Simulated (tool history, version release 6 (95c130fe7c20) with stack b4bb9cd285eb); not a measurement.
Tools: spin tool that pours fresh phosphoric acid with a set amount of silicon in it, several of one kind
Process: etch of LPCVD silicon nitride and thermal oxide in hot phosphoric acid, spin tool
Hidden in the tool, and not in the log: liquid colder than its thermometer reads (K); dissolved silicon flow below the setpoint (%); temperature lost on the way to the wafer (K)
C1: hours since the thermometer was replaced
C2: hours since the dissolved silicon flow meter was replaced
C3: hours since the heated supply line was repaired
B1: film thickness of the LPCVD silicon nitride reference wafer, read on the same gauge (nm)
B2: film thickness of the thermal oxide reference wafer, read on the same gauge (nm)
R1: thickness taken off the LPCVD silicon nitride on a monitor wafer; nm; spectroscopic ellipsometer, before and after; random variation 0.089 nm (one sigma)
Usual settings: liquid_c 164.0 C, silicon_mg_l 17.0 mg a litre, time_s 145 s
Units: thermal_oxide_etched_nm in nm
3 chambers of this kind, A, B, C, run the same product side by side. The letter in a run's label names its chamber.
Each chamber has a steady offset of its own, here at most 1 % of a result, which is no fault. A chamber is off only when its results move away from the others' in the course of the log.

Run 1B, day 0.267: usual settings; C1 417.9; C2 976.5; C3 386.4; B1 110.02; B2 119.96. Result: R1 12.607 nm, thermal_oxide_etched_nm 0.33451 nm.
Run 2A, day 0.525: usual settings; C1 645.4; C2 384.4; C3 962.1; B1 110.02; B2 120.00. Result: R1 12.725 nm, thermal_oxide_etched_nm 0.37867 nm.
Run 3C, day 0.688: usual settings; C1 910.0; C2 795.6; C3 1205.4; B1 110.02; B2 120.04. Result: R1 12.722 nm, thermal_oxide_etched_nm 0.37367 nm.
Run 4A, day 0.900: usual settings; C1 654.4; C2 393.4; C3 971.1; B1 109.99; B2 120.01. Result: R1 12.772 nm, thermal_oxide_etched_nm 0.32274 nm.
Run 5C, day 1.192: usual settings; C1 922.1; C2 807.7; C3 1217.5; B1 110.01; B2 119.99. Result: R1 12.689 nm, thermal_oxide_etched_nm 0.31875 nm.
Run 6B, day 1.358: usual settings but liquid_c 161.5 C, time_s 195 s; C1 444.1; C2 1002.7; C3 412.6; B1 109.99; B2 119.95. Result: R1 15.638 nm, thermal_oxide_etched_nm 0.39049 nm.
Run 7A, day 1.508: usual settings but liquid_c 161.5 C, time_s 195 s; C1 669.0; C2 408.0; C3 985.7; B1 109.95; B2 119.95. Result: R1 15.579 nm, thermal_oxide_etched_nm 0.41657 nm.
Run 8C, day 1.688: usual settings but liquid_c 161.5 C, time_s 195 s; C1 934.0; C2 819.6; C3 1229.4; B1 110.01; B2 119.98. Result: R1 15.766 nm, thermal_oxide_etched_nm 0.41932 nm.
Run 9B, day 1.838: usual settings; C1 455.6; C2 1014.2; C3 424.1; B1 110.06; B2 120.01. Result: R1 12.626 nm, thermal_oxide_etched_nm 0.31251 nm.
Run 10C, day 2.092: usual settings but liquid_c 162.0 C, time_s 195 s; C1 943.7; C2 829.3; C3 1239.1; B1 110.02; B2 120.03. Result: R1 16.261 nm, thermal_oxide_etched_nm 0.38798 nm.
Run 11A, day 2.329: usual settings but liquid_c 162.0 C, time_s 195 s; C1 688.7; C2 427.7; C3 1005.4; B1 109.99; B2 120.02. Result: R1 15.798 nm, thermal_oxide_etched_nm 0.39188 nm.
Run 12B, day 2.538: usual settings but liquid_c 162.0 C, time_s 195 s; C1 472.4; C2 1031.0; C3 440.9; B1 109.98; B2 120.01. Result: R1 15.822 nm, thermal_oxide_etched_nm 0.40202 nm.
Run 13B, day 2.800: usual settings; C1 478.7; C2 1037.3; C3 447.2; B1 109.99; B2 119.97. Result: R1 12.553 nm, thermal_oxide_etched_nm 0.34286 nm.
Run 14A, day 3.096: usual settings; C1 707.1; C2 446.1; C3 1023.8; B1 109.94; B2 119.99. Result: R1 12.465 nm, thermal_oxide_etched_nm 0.38488 nm.
Run 15C, day 3.346: usual settings; C1 973.8; C2 859.4; C3 1269.2; B1 110.01; B2 120.00. Result: R1 12.626 nm, thermal_oxide_etched_nm 0.35703 nm.
Run 16A, day 3.500: usual settings but liquid_c 162.0 C, silicon_mg_l 24.5 mg a litre; C1 716.8; C2 455.8; C3 1033.5; B1 109.96; B2 120.04. Result: R1 11.844 nm, thermal_oxide_etched_nm 0.24181 nm.
Run 17B, day 3.733: usual settings but liquid_c 162.0 C, silicon_mg_l 24.5 mg a litre; C1 501.1; C2 1059.7; C3 469.6; B1 109.99; B2 119.98. Result: R1 11.549 nm, thermal_oxide_etched_nm 0.26289 nm.
Run 18C, day 4.046: usual settings but liquid_c 162.0 C, silicon_mg_l 24.5 mg a litre; C1 990.6; C2 876.2; C3 1286.0; B1 109.99; B2 120.04. Result: R1 11.930 nm, thermal_oxide_etched_nm 0.24280 nm.
Run 19C, day 4.217: usual settings; C1 994.7; C2 880.3; C3 1290.1; B1 110.00; B2 119.99. Result: R1 12.619 nm, thermal_oxide_etched_nm 0.39142 nm.
Run 20A, day 4.417: usual settings; C1 738.8; C2 477.8; C3 1055.5; B1 110.00; B2 119.98. Result: R1 12.754 nm, thermal_oxide_etched_nm 0.36127 nm.
Run 21B, day 4.750: usual settings but silicon_mg_l 26.5 mg a litre; C1 525.5; C2 1084.1; C3 494.0; B1 110.00; B2 120.01. Result: R1 12.254 nm, thermal_oxide_etched_nm 0.27594 nm.
Run 22A, day 4.942: usual settings but silicon_mg_l 26.5 mg a litre; C1 751.4; C2 490.4; C3 1068.1; B1 110.02; B2 119.97. Result: R1 12.601 nm, thermal_oxide_etched_nm 0.27651 nm.
Run 23C, day 5.117: usual settings but silicon_mg_l 26.5 mg a litre; C1 1016.3; C2 901.9; C3 1311.7; B1 110.00; B2 120.01. Result: R1 12.688 nm, thermal_oxide_etched_nm 0.28346 nm.
Run 24B, day 5.354: usual settings; C1 540.0; C2 1098.6; C3 508.5; B1 109.98; B2 120.00. Result: R1 12.330 nm, thermal_oxide_etched_nm 0.37939 nm.
Run 25C, day 5.688: usual settings; C1 1030.0; C2 915.6; C3 1325.4; B1 109.98; B2 120.02. Result: R1 12.784 nm, thermal_oxide_etched_nm 0.38486 nm.
Run 26B, day 5.867: usual settings but silicon_mg_l 12.0 mg a litre; C1 552.3; C2 1110.9; C3 520.8; B1 109.99; B2 120.05. Result: R1 12.249 nm, thermal_oxide_etched_nm 0.37875 nm.
Run 27A, day 6.121: usual settings but silicon_mg_l 12.0 mg a litre; C1 779.7; C2 518.7; C3 1096.4; B1 110.03; B2 119.99. Result: R1 12.552 nm, thermal_oxide_etched_nm 0.40764 nm.
Run 28C, day 6.433: usual settings but silicon_mg_l 12.0 mg a litre; C1 1047.9; C2 933.5; C3 1343.3; B1 110.04; B2 119.97. Result: R1 12.794 nm, thermal_oxide_etched_nm 0.39126 nm.
Run 29A, day 6.679: usual settings; C1 793.1; C2 532.1; C3 1109.8; B1 109.96; B2 119.97. Result: R1 12.570 nm, thermal_oxide_etched_nm 0.37110 nm.

Next, every chamber runs the same settings. What will each give?
Run 30A, day 6.921: usual settings. Result: R1 ?, thermal_oxide_etched_nm ?.
Run 30B, day 6.921: usual settings. Result: R1 ?, thermal_oxide_etched_nm ?.
Run 30C, day 6.921: usual settings. Result: R1 ?, thermal_oxide_etched_nm ?.

run      R1  thermal_oxide_etched_nm
30A  12.563                  0.35241
30B  12.191                  0.34483
30C  12.661                  0.37397
